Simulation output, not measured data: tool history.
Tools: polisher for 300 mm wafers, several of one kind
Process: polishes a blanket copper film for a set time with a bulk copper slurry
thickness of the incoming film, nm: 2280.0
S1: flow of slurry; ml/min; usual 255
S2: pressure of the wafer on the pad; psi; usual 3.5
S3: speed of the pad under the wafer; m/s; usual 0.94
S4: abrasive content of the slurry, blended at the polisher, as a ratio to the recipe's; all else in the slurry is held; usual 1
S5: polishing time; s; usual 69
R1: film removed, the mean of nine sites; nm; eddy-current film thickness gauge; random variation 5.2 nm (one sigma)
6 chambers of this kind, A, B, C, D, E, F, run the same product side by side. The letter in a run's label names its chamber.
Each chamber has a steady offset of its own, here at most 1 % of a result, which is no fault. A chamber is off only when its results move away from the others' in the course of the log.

| run | hour | S1 | S2 | S3 | S4 | S5 | R1 |
|---|---|---|---|---|---|---|---|
|  | 1 | chamber A: slurry nozzle cleaned |
| 1B | 5.9 | 255 | 3.5 | 0.94 | 1 | 69 | 636.68 |
|  | 8 | chamber D: worn pad replaced by a new one |
| 2D | 10.9 | 255 | 3.5 | 0.94 | 1 | 69 | 641.72 |
| 3C | 14.9 | 255 | 3.5 | 0.94 | 1 | 69 | 644.5 |
| 4F | 20 | 255 | 3.5 | 0.94 | 1 | 69 | 628.82 |
| 5E | 24.3 | 255 | 3.5 | 0.94 | 1 | 69 | 635.17 |
|  | 25.4 | chamber A: worn pad replaced by a new one |
| 6A | 27.6 | 255 | 3.5 | 0.94 | 1 | 69 | 644.02 |
|  | 27.9 | chamber C: slurry nozzle cleaned |
| 7E | 30.6 | 255 | 3.5 | 0.94 | 1 | 69 | 639.3 |
|  | 34.6 | chamber B: slurry blender recalibrated |
|  | 36.1 | chamber B: slurry nozzle cleaned |
| 8B | 36.3 | 255 | 3.5 | 0.94 | 1 | 69 | 639.06 |
|  | 40.9 | chamber D: slurry blender recalibrated |
| 9D | 40.9 | 255 | 3.5 | 0.94 | 1 | 69 | 632.36 |
|  | 41.9 | chamber F: worn pad replaced by a new one |
|  | 42.1 | chamber A: slurry blender recalibrated |
| 10C | 44.5 | 255 | 3.9 | 0.94 | 0.85 | 69 | 690.1 |
| 11F | 50.2 | 255 | 3.9 | 0.94 | 0.85 | 69 | 680.51 |
|  | 50.8 | chamber E: worn pad replaced by a new one |
| 12A | 53.9 | 255 | 3.9 | 0.94 | 0.85 | 69 | 683.36 |
|  | 59.2 | chamber C: worn pad replaced by a new one |
| 13E | 60 | 255 | 3.9 | 0.94 | 0.85 | 69 | 692.08 |
| 14F | 64.5 | 255 | 3.9 | 0.94 | 0.85 | 69 | 686.88 |
|  | 67.9 | chamber D: worn pad replaced by a new one |
| 15B | 68.4 | 255 | 3.9 | 0.94 | 0.85 | 69 | 672.24 |
|  | 68.8 | chamber B: worn pad replaced by a new one |
| 16A | 71.4 | 255 | 3.5 | 0.94 | 1 | 69 | 640.16 |
| 17D | 77 | 255 | 3.5 | 0.94 | 1 | 69 | 631.7 |
| 18C | 81.8 | 255 | 3.5 | 0.94 | 1 | 69 | 628.79 |
| 19B | 87.8 | 255 | 3.5 | 0.94 | 1 | 69 | 632.73 |
| 20C | 91.8 | 255 | 3.5 | 0.94 | 1 | 59 | 539.37 |
| 21A | 94.6 | 255 | 3.5 | 0.94 | 1 | 59 | 550.71 |
| 22D | 98.6 | 255 | 3.5 | 0.94 | 1 | 59 | 552.64 |
|  | 102.1 | chamber F: slurry blender recalibrated |
| 23F | 102.5 | 255 | 3.5 | 0.94 | 1 | 59 | 533.39 |
|  | 105.2 | chamber E: slurry nozzle cleaned |
| 24E | 106.8 | 255 | 3.5 | 0.94 | 1 | 59 | 546.21 |
|  | 111.7 | chamber A: worn pad replaced by a new one |
|  | 112.1 | chamber F: worn pad replaced by a new one |
| 25A | 112.4 | 255 | 3.5 | 0.94 | 1 | 59 | 541.72 |
|  | 115.1 | chamber C: worn pad replaced by a new one |
| 26D | 115.1 | 255 | 3.5 | 0.94 | 1 | 69 | 631.63 |
| 27F | 119.4 | 255 | 3.5 | 0.94 | 1 | 69 | 636.44 |
| 28E | 124.5 | 255 | 3.5 | 0.94 | 1 | 69 | 642.35 |
|  | 128.9 | chamber D: worn pad replaced by a new one |
| 29C | 130 | 255 | 3.5 | 0.94 | 1 | 69 | 632.99 |
| 30B | 135.6 | 255 | 3.5 | 0.94 | 1 | 69 | 636.63 |
| 31C | 138.7 | 255 | 3.5 | 0.94 | 1 | 69 | 632.73 |
|  | 140 | chamber E: slurry blender recalibrated |
| 32F | 143.8 | 255 | 3.5 | 0.94 | 1 | 69 | 628.8 |
|  | 148.5 | chamber B: worn pad replaced by a new one |
|  | 149.1 | chamber F: head pressure recalibrated |
| 33D | 149.8 | 255 | 3.5 | 0.94 | 1 | 69 | 639.78 |
| 34E | 155 | 255 | 3.5 | 1.14 | 1 | 69 | 773.5 |
| 35B | 159 | 255 | 3.5 | 1.14 | 1 | 69 | 765.37 |
| 36A | 164.3 | 255 | 3.5 | 1.14 | 1 | 69 | 775.57 |
| 37A | 168.4 | 255 | 3.5 | 1.14 | 1 | 69 | 773.46 |
| 38F | 171.5 | 255 | 3.5 | 1.14 | 1 | 69 | 768.7 |
| 39B | 176.4 | 255 | 3.5 | 1.14 | 1 | 69 | 765.86 |

Is one chamber off against the others, does the gauge drift, or is nothing wrong? If a chamber is off, say which, and what the likeliest cause is.

No chamber stands off beyond its own small offset, and the gauge holds steady.
